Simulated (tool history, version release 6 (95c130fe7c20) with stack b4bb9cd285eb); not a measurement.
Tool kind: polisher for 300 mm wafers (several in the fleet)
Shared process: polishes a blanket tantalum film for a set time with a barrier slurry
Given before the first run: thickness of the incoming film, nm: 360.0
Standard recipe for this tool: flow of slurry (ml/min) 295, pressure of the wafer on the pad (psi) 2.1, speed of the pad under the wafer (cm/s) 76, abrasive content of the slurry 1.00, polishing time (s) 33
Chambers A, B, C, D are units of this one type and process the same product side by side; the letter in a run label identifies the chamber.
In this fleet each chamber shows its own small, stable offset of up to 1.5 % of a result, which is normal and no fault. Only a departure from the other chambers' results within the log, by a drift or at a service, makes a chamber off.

| run | day | flow of slurry (ml/min) | pressure of the wafer on the pad (psi) | speed of the pad under the wafer (cm/s) | abrasive content of the slurry | polishing time (s) | wafers polished on this pad | hours since the slurry nozzle was cleaned | hours since the head pressure was calibrated | hours since the slurry blender was calibrated | film removed (nm) |
|---|---|---|---|---|---|---|---|---|---|---|---|
| 1C | 0.288 | 295 | 2.1 | 76 | 1.00 | 33 | 102 | 101.4 | 156.4 | 107.7 | 38.929 |
| 2D | 0.729 | 295 | 2.1 | 76 | 1.00 | 33 | 306 | 30.2 | 397.6 | 392.7 | 38.678 |
| 3B | 1.229 | 295 | 2.1 | 76 | 1.00 | 33 | 635 | 484.6 | 593.5 | 153.0 | 39.115 |
|  | 1.654 | chamber D: head pressure recalibrated |
|  | 1.658 | chamber B: worn pad replaced by a new one |
| 4A | 1.738 | 295 | 2.1 | 76 | 1.00 | 33 | 584 | 286.1 | 608.1 | 60.8 | 38.579 |
| 5A | 2.267 | 295 | 2.1 | 76 | 0.75 | 24 | 702 | 298.8 | 620.8 | 73.5 | 25.597 |
| 6C | 2.733 | 295 | 2.1 | 76 | 0.75 | 24 | 647 | 160.1 | 215.1 | 166.4 | 25.039 |
|  | 2.771 | chamber D: slurry blender recalibrated |
|  | 2.892 | chamber A: head pressure recalibrated |
| 7B | 3.158 | 295 | 2.1 | 76 | 0.75 | 24 | 335 | 530.9 | 639.8 | 199.3 | 25.673 |
| 8D | 3.617 | 295 | 2.1 | 76 | 0.75 | 24 | 950 | 99.5 | 47.1 | 20.4 | 25.480 |
| 9A | 4.004 | 295 | 2.1 | 76 | 1.00 | 33 | 1090 | 340.5 | 26.7 | 115.2 | 38.433 |
|  | 4.062 | chamber C: worn pad replaced by a new one |
| 10C | 4.321 | 295 | 2.1 | 76 | 1.00 | 33 | 57 | 198.2 | 253.2 | 204.5 | 39.886 |
|  | 4.412 | chamber B: worn pad replaced by a new one |
| 11D | 4.562 | 295 | 2.1 | 76 | 1.00 | 33 | 1161 | 122.2 | 69.8 | 43.1 | 39.262 |
|  | 4.617 | chamber A: worn pad replaced by a new one |
|  | 5.079 | chamber D: worn pad replaced by a new one |
| 12B | 5.088 | 295 | 2.1 | 76 | 1.00 | 33 | 150 | 577.2 | 686.1 | 245.6 | 38.792 |
| 13A | 5.346 | 295 | 2.1 | 86 | 1.00 | 33 | 163 | 372.7 | 58.9 | 147.4 | 44.466 |
|  | 5.358 | chamber C: slurry nozzle cleaned |
| 14D | 5.725 | 295 | 2.1 | 86 | 1.00 | 33 | 144 | 150.1 | 97.7 | 71.0 | 44.172 |
| 15B | 6.025 | 295 | 2.1 | 86 | 1.00 | 33 | 359 | 599.7 | 708.6 | 268.1 | 42.332 |
|  | 6.058 | chamber B: slurry blender recalibrated |
| 16C | 6.396 | 295 | 2.1 | 86 | 1.00 | 33 | 520 | 25.0 | 303.0 | 254.3 | 43.559 |
| 17A | 6.696 | 295 | 2.1 | 76 | 1.00 | 33 | 464 | 405.1 | 91.3 | 179.8 | 39.315 |
| 18B | 7.004 | 295 | 2.1 | 76 | 1.00 | 33 | 578 | 623.2 | 732.1 | 22.7 | 38.779 |
|  | 7.196 | chamber B: worn pad replaced by a new one |
|  | 7.325 | chamber B: slurry nozzle cleaned |
| 19D | 7.429 | 295 | 2.1 | 76 | 1.00 | 33 | 524 | 191.0 | 138.6 | 111.9 | 38.075 |
| 20C | 7.942 | 295 | 2.7 | 76 | 1.00 | 33 | 865 | 62.1 | 340.1 | 291.4 | 49.111 |
|  | 8.029 | chamber C: worn pad replaced by a new one |
| 21B | 8.496 | 295 | 2.7 | 76 | 1.00 | 33 | 290 | 28.2 | 767.9 | 58.5 | 49.010 |
| 22D | 8.750 | 295 | 2.7 | 76 | 1.00 | 33 | 819 | 222.7 | 170.3 | 143.6 | 49.966 |
| 23C | 9.125 | 295 | 2.7 | 76 | 1.00 | 33 | 244 | 90.5 | 368.5 | 319.8 | 50.832 |
| 24A | 9.542 | 295 | 2.1 | 76 | 1.00 | 33 | 1098 | 473.4 | 159.6 | 248.1 | 38.730 |
|  | 9.950 | chamber D: worn pad replaced by a new one |
| 25A | 10.042 | 295 | 2.1 | 76 | 1.00 | 33 | 1209 | 485.4 | 171.6 | 260.1 | 39.072 |
|  | 10.246 | chamber B: worn pad replaced by a new one |
| 26B | 10.283 | 295 | 2.1 | 76 | 1.00 | 33 | 8 | 71.1 | 810.8 | 101.4 | 39.999 |
|  | 10.308 | chamber A: worn pad replaced by a new one |
| 27D | 10.642 | 295 | 2.1 | 76 | 1.00 | 33 | 154 | 268.1 | 215.7 | 189.0 | 38.217 |
| 28C | 11.075 | 295 | 2.1 | 76 | 1.00 | 33 | 679 | 137.3 | 415.3 | 366.6 | 39.456 |
| 29A | 11.367 | 295 | 2.1 | 76 | 1.00 | 33 | 236 | 517.2 | 203.4 | 291.9 | 38.874 |
| 30D | 11.642 | 295 | 2.1 | 76 | 1.00 | 33 | 377 | 292.1 | 239.7 | 213.0 | 38.163 |
|  | 11.712 | chamber C: worn pad replaced by a new one |
| 31C | 11.925 | 295 | 2.1 | 76 | 1.00 | 33 | 47 | 157.7 | 435.7 | 387.0 | 38.070 |
| 32B | 12.404 | 295 | 2.1 | 76 | 1.00 | 33 | 481 | 122.0 | 861.7 | 152.3 | 38.636 |
|  | 12.812 | chamber C: slurry blender recalibrated |
| 33C | 12.854 | 295 | 2.1 | 76 | 1.00 | 33 | 254 | 180.0 | 458.0 | 1.0 | 38.725 |
|  | 13.088 | chamber B: worn pad replaced by a new one |
| 34A | 13.146 | 295 | 2.1 | 76 | 1.00 | 33 | 633 | 559.9 | 246.1 | 334.6 | 40.191 |
| 35D | 13.542 | 295 | 2.1 | 76 | 1.00 | 33 | 800 | 337.7 | 285.3 | 258.6 | 38.313 |
| 36B | 13.888 | 295 | 2.1 | 76 | 1.00 | 33 | 179 | 157.6 | 897.3 | 187.9 | 38.082 |
| 37D | 14.179 | 295 | 2.1 | 76 | 1.00 | 33 | 942 | 353.0 | 300.6 | 273.9 | 38.991 |
| 38B | 14.542 | 295 | 2.1 | 76 | 1.00 | 33 | 325 | 173.3 | 913.0 | 203.6 | 38.461 |
| 39C | 15.088 | 295 | 2.1 | 76 | 1.00 | 33 | 752 | 233.6 | 511.6 | 54.6 | 39.605 |

Next, all 4 chambers run the settings below, one line each with question marks for the results. What does each chamber give?
| 40A | 15.488 | 295 | 2.7 | 76 | 1.00 | 33 |  |  |  |  | ? |
| 40B | 15.488 | 295 | 2.7 | 76 | 1.00 | 33 |  |  |  |  | ? |
| 40C | 15.488 | 295 | 2.7 | 76 | 1.00 | 33 |  |  |  |  | ? |
| 40D | 15.488 | 295 | 2.7 | 76 | 1.00 | 33 |  |  |  |  | ? |

| run | film removed (nm) |
|---|---|
| 40A | 50.014 |
| 40B | 49.401 |
| 40C | 49.214 |
| 40D | 49.973 |

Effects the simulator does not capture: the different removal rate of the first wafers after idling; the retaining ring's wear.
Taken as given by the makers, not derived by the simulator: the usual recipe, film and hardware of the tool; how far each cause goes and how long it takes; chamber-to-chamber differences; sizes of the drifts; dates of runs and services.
